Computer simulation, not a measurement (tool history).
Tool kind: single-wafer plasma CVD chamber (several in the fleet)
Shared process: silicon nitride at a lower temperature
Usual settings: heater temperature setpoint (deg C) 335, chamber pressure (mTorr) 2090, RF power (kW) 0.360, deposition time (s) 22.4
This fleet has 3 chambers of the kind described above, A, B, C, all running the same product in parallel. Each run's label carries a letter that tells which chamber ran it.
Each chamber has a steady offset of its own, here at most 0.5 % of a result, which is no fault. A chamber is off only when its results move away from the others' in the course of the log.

| run | hour | heater temperature setpoint (deg C) | chamber pressure (mTorr) | RF power (kW) | deposition time (s) | read-back reference wafer on the same gauge, thickness_nm | mean film thickness on the monitor wafer (Å) |
|---|---|---|---|---|---|---|---|
| 1A | 3.5 | 335 | 2090 | 0.360 | 22.4 | 27.092 | 320.67 |
| 2B | 7.6 | 335 | 2090 | 0.360 | 22.4 | 27.092 | 322.12 |
| 3C | 10.7 | 335 | 2090 | 0.360 | 22.4 | 27.096 | 317.71 |
| 4B | 14.6 | 335 | 2090 | 0.360 | 22.4 | 27.105 | 321.23 |
| 5A | 17.7 | 335 | 2090 | 0.360 | 22.4 | 27.110 | 322.04 |
| 6C | 21.8 | 335 | 2090 | 0.360 | 22.4 | 27.096 | 318.89 |
| 7C | 26.9 | 335 | 2090 | 0.360 | 22.4 | 27.082 | 319.22 |
| 8B | 30.3 | 335 | 2090 | 0.360 | 22.4 | 27.098 | 321.30 |
| 9A | 32.9 | 335 | 2090 | 0.360 | 25.5 | 27.100 | 365.73 |
| 10B | 36.5 | 335 | 2090 | 0.360 | 25.5 | 27.101 | 366.18 |
| 11C | 41.1 | 335 | 2090 | 0.360 | 25.5 | 27.089 | 363.38 |
| 12A | 43.5 | 335 | 2090 | 0.360 | 22.4 | 27.089 | 319.63 |
| 13C | 47.6 | 335 | 2090 | 0.360 | 22.4 | 27.089 | 319.12 |
| 14A | 52.4 | 335 | 2090 | 0.360 | 22.4 | 27.082 | 322.34 |
| 15B | 54.9 | 335 | 2090 | 0.360 | 22.4 | 27.082 | 322.08 |
| 16C | 58.0 | 335 | 2090 | 0.360 | 22.4 | 27.106 | 320.32 |
| 17B | 61.3 | 335 | 2090 | 0.360 | 22.4 | 27.110 | 321.34 |
| 18A | 65.6 | 335 | 2090 | 0.360 | 22.4 | 27.075 | 321.02 |
| 19B | 68.8 | 335 | 2090 | 0.360 | 22.4 | 27.088 | 320.34 |
| 20C | 72.4 | 335 | 2090 | 0.360 | 22.4 | 27.100 | 320.26 |
| 21A | 76.2 | 335 | 2090 | 0.360 | 22.4 | 27.093 | 320.57 |
| 22C | 80.4 | 335 | 2090 | 0.360 | 22.4 | 27.099 | 319.57 |
| 23B | 82.9 | 335 | 2090 | 0.360 | 22.4 | 27.114 | 319.61 |
| 24A | 87.1 | 335 | 2090 | 0.360 | 22.4 | 27.100 | 320.50 |
|  | 90.8 | chamber C: thermocouple changed; heater temperature recalibrated |
| 25B | 91.9 | 335 | 2090 | 0.360 | 22.4 | 27.112 | 319.82 |
| 26A | 96.7 | 335 | 2090 | 0.360 | 22.4 | 27.113 | 321.72 |
| 27C | 101.7 | 335 | 2090 | 0.360 | 22.4 | 27.087 | 319.24 |
| 28B | 105.0 | 335 | 2090 | 0.360 | 22.4 | 27.098 | 319.66 |
| 29C | 107.3 | 335 | 2090 | 0.360 | 22.4 | 27.089 | 319.71 |
| 30A | 110.9 | 335 | 2090 | 0.360 | 22.4 | 27.108 | 319.92 |
| 31A | 115.3 | 335 | 2090 | 0.360 | 22.4 | 27.095 | 320.84 |
| 32B | 117.7 | 335 | 2090 | 0.360 | 22.4 | 27.121 | 318.24 |
| 33C | 122.6 | 335 | 2090 | 0.360 | 22.4 | 27.094 | 319.43 |
| 34C | 125.2 | 335 | 2090 | 0.360 | 22.4 | 27.096 | 319.94 |
| 35A | 128.8 | 335 | 2090 | 0.360 | 22.4 | 27.099 | 322.01 |
| 36B | 132.2 | 335 | 2090 | 0.360 | 22.4 | 27.106 | 316.66 |
| 37C | 135.3 | 335 | 2090 | 0.360 | 22.4 | 27.102 | 318.97 |
| 38B | 138.1 | 335 | 2090 | 0.360 | 22.4 | 27.098 | 317.51 |
| 39A | 141.4 | 335 | 2090 | 0.360 | 22.4 | 27.109 | 320.32 |
| 40C | 144.7 | 335 | 2090 | 0.360 | 22.4 | 27.097 | 318.34 |
| 41B | 148.0 | 335 | 2090 | 0.360 | 22.4 | 27.103 | 316.70 |
| 42A | 151.5 | 335 | 2090 | 0.360 | 22.4 | 27.088 | 321.38 |
| 43A | 154.7 | 335 | 2090 | 0.360 | 22.4 | 27.093 | 321.72 |
| 44C | 158.2 | 335 | 2090 | 0.360 | 22.4 | 27.098 | 320.62 |

Is one chamber off against the others, does the gauge drift, or is nothing wrong? If a chamber is off, say which, and what the likeliest cause is.

Chamber B drifts away from the others.
What lies behind it: delivered RF power below the setpoint (%) = 2.84.
The log might look much the same if the cause were instead: true pressure below the setpoint (%).

Below are 4 candidate recipes for chamber B's next run, each the usual settings with a change, their results shown as question marks. Which of them brings B's results back in line with what the other chambers give on the usual settings?
In-line tolerance around the mean of the other chambers on the usual settings: mean film thickness on the monitor wafer (Å) 2.70
| 45B-1 | 161.9 | 334 | 2330 | 0.360 | 22.4 |  | ? |
| 45B-2 | 161.9 | 335 | 1970 | 0.360 | 22.4 |  | ? |
| 45B-3 | 161.9 | 335 | 2110 | 0.365 | 22.4 |  | ? |
| 45B-4 | 161.9 | 335 | 2090 | 0.355 | 21.9 |  | ? |

Other chambers, usual settings, mean: mean film thickness on the monitor wafer (Å) 320.18
| run | mean film thickness on the monitor wafer (Å) |
|---|---|
| 45B-1 | 324.83 |
| 45B-2 | 311.27 |
| 45B-3 | 319.44 |
| 45B-4 | 306.20 |
45B-3 is the one that brings the chamber's results back in line with the other chambers.

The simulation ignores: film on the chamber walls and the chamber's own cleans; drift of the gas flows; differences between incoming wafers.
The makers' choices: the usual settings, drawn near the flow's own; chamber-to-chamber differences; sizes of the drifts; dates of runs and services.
